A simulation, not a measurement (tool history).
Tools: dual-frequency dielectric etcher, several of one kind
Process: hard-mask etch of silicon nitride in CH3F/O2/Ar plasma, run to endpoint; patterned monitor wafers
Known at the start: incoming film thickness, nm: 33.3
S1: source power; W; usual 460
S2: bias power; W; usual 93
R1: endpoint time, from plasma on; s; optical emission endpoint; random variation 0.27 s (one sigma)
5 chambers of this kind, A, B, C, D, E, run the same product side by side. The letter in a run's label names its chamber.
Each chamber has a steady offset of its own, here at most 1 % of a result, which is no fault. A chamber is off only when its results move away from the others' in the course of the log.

| run | hour | S1 | S2 | R1 |
|---|---|---|---|---|
| 1D | 3.8 | 460 | 93 | 41.78 |
| 2A | 7.1 | 460 | 93 | 41.524 |
| 3E | 9.9 | 460 | 93 | 42.327 |
| 4B | 13.7 | 460 | 93 | 42.171 |
| 5C | 16.5 | 460 | 93 | 41.577 |
| 6D | 21.3 | 460 | 93 | 41.728 |
| 7A | 25.7 | 460 | 93 | 41.899 |
| 8B | 28.9 | 460 | 93 | 41.926 |
| 9C | 31.4 | 460 | 93 | 41.466 |
| 10E | 35.7 | 460 | 93 | 41.729 |
| 11C | 38.3 | 460 | 93 | 41.921 |
| 12D | 41.6 | 460 | 93 | 42.585 |
|  | 45.7 | chamber D: wet clean of the chamber |
| 13B | 46.4 | 460 | 93 | 41.862 |
| 14E | 49.9 | 550 | 81 | 40.704 |
| 15A | 54.6 | 550 | 81 | 41.006 |
| 16D | 57.8 | 550 | 81 | 41.276 |
| 17A | 60.3 | 550 | 81 | 41.349 |
|  | 64.3 | chamber A: wet clean of the chamber |
| 18E | 65 | 550 | 81 | 40.815 |
| 19C | 69.2 | 400 | 101 | 42.816 |
| 20B | 73.9 | 400 | 101 | 42.328 |
| 21D | 76.9 | 400 | 101 | 42.23 |
| 22C | 79 | 400 | 101 | 42.282 |
| 23E | 83.4 | 400 | 101 | 42.974 |
| 24A | 88.2 | 460 | 93 | 41.667 |
| 25B | 92.8 | 560 | 85 | 40.451 |
| 26D | 96.6 | 560 | 85 | 40.162 |
| 27A | 99.8 | 560 | 85 | 39.758 |
| 28C | 102.7 | 560 | 85 | 39.591 |
| 29E | 106.3 | 560 | 85 | 40.149 |
| 30B | 109.4 | 460 | 93 | 42.137 |
| 31D | 113 | 400 | 74 | 48.26 |
| 32A | 115.2 | 400 | 74 | 47.423 |
| 33B | 117.5 | 400 | 74 | 47.684 |
| 34C | 121 | 400 | 74 | 47.461 |
| 35E | 123.8 | 400 | 74 | 47.417 |

Is one chamber off against the others, does the gauge drift, or is nothing wrong? If a chamber is off, say which, and what the likeliest cause is.

No chamber stands off beyond its own small offset, and the gauge holds steady.
